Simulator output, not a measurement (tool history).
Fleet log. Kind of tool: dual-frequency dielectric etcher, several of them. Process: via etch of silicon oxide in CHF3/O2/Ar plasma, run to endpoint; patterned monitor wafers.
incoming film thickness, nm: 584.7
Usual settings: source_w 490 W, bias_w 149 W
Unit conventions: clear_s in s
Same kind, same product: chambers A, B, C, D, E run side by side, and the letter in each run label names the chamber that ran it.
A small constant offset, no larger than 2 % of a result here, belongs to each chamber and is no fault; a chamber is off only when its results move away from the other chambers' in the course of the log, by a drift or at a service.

-- hour=10.2 chamber D: wet clean of the chamber
run 1B hour=11.2 | source_w=490 bias_w=149 | clear_s=348.98
-- hour=13.9 chamber A: bias power generator calibrated
run 2A hour=20.9 | source_w=490 bias_w=149 | clear_s=339.3
run 3E hour=33 | source_w=490 bias_w=149 | clear_s=336.55
run 4D hour=46.4 | source_w=490 bias_w=149 | clear_s=346.54
run 5C hour=54.4 | source_w=490 bias_w=149 | clear_s=339.26
run 6C hour=62 | source_w=490 bias_w=149 | clear_s=339.21
run 7B hour=74.2 | source_w=490 bias_w=149 | clear_s=346.55
run 8E hour=85 | source_w=490 bias_w=149 | clear_s=337.35
run 9D hour=95.7 | source_w=450 bias_w=161 | clear_s=344.91
run 10A hour=103.1 | source_w=450 bias_w=161 | clear_s=341.47
run 11C hour=115.2 | source_w=450 bias_w=161 | clear_s=339.59
run 12E hour=124.2 | source_w=450 bias_w=161 | clear_s=339.81
run 13B hour=138 | source_w=450 bias_w=161 | clear_s=349.04
run 14A hour=150.5 | source_w=490 bias_w=149 | clear_s=339.22
-- hour=156 chamber D: bias power generator calibrated
run 15D hour=160.4 | source_w=490 bias_w=149 | clear_s=343.4
-- hour=168.3 chamber B: wet clean of the chamber
run 16A hour=170.1 | source_w=570 bias_w=169 | clear_s=305.76
run 17B hour=183.7 | source_w=570 bias_w=169 | clear_s=313.22
run 18E hour=192.1 | source_w=570 bias_w=169 | clear_s=306.71
run 19C hour=205.9 | source_w=570 bias_w=169 | clear_s=307.14
-- hour=207.6 chamber B: bias power generator calibrated
run 20D hour=221.4 | source_w=570 bias_w=169 | clear_s=310.2
run 21C hour=229.9 | source_w=490 bias_w=149 | clear_s=338.59
run 22D hour=238.1 | source_w=560 bias_w=149 | clear_s=323.76
run 23A hour=251.8 | source_w=560 bias_w=149 | clear_s=319.93
run 24B hour=262.7 | source_w=560 bias_w=149 | clear_s=329.25
run 25E hour=269.9 | source_w=560 bias_w=149 | clear_s=329
run 26C hour=283.9 | source_w=560 bias_w=149 | clear_s=321.77
run 27B hour=291.9 | source_w=490 bias_w=149 | clear_s=343.78
run 28E hour=306.2 | source_w=570 bias_w=175 | clear_s=310.68
run 29D hour=317.6 | source_w=570 bias_w=175 | clear_s=307.28
run 30A hour=327.9 | source_w=570 bias_w=175 | clear_s=305.47
run 31E hour=338.1 | source_w=570 bias_w=175 | clear_s=315.05
run 32B hour=350.7 | source_w=570 bias_w=175 | clear_s=310.07
run 33C hour=365.9 | source_w=380 bias_w=149 | clear_s=374.42
run 34A hour=376.2 | source_w=380 bias_w=149 | clear_s=375.45

All chambers now run identical settings, listed one chamber a line with results as question marks. What results will each chamber show?
run 35A hour=387.4 | source_w=490 bias_w=113 | clear_s=?
run 35B hour=387.4 | source_w=490 bias_w=113 | clear_s=?
run 35C hour=387.4 | source_w=490 bias_w=113 | clear_s=?
run 35D hour=387.4 | source_w=490 bias_w=113 | clear_s=?
run 35E hour=387.4 | source_w=490 bias_w=113 | clear_s=?

run=35A clear_s=371.27
run=35B clear_s=375.58
run=35C clear_s=374.55
run=35D clear_s=374.35
run=35E clear_s=387.17
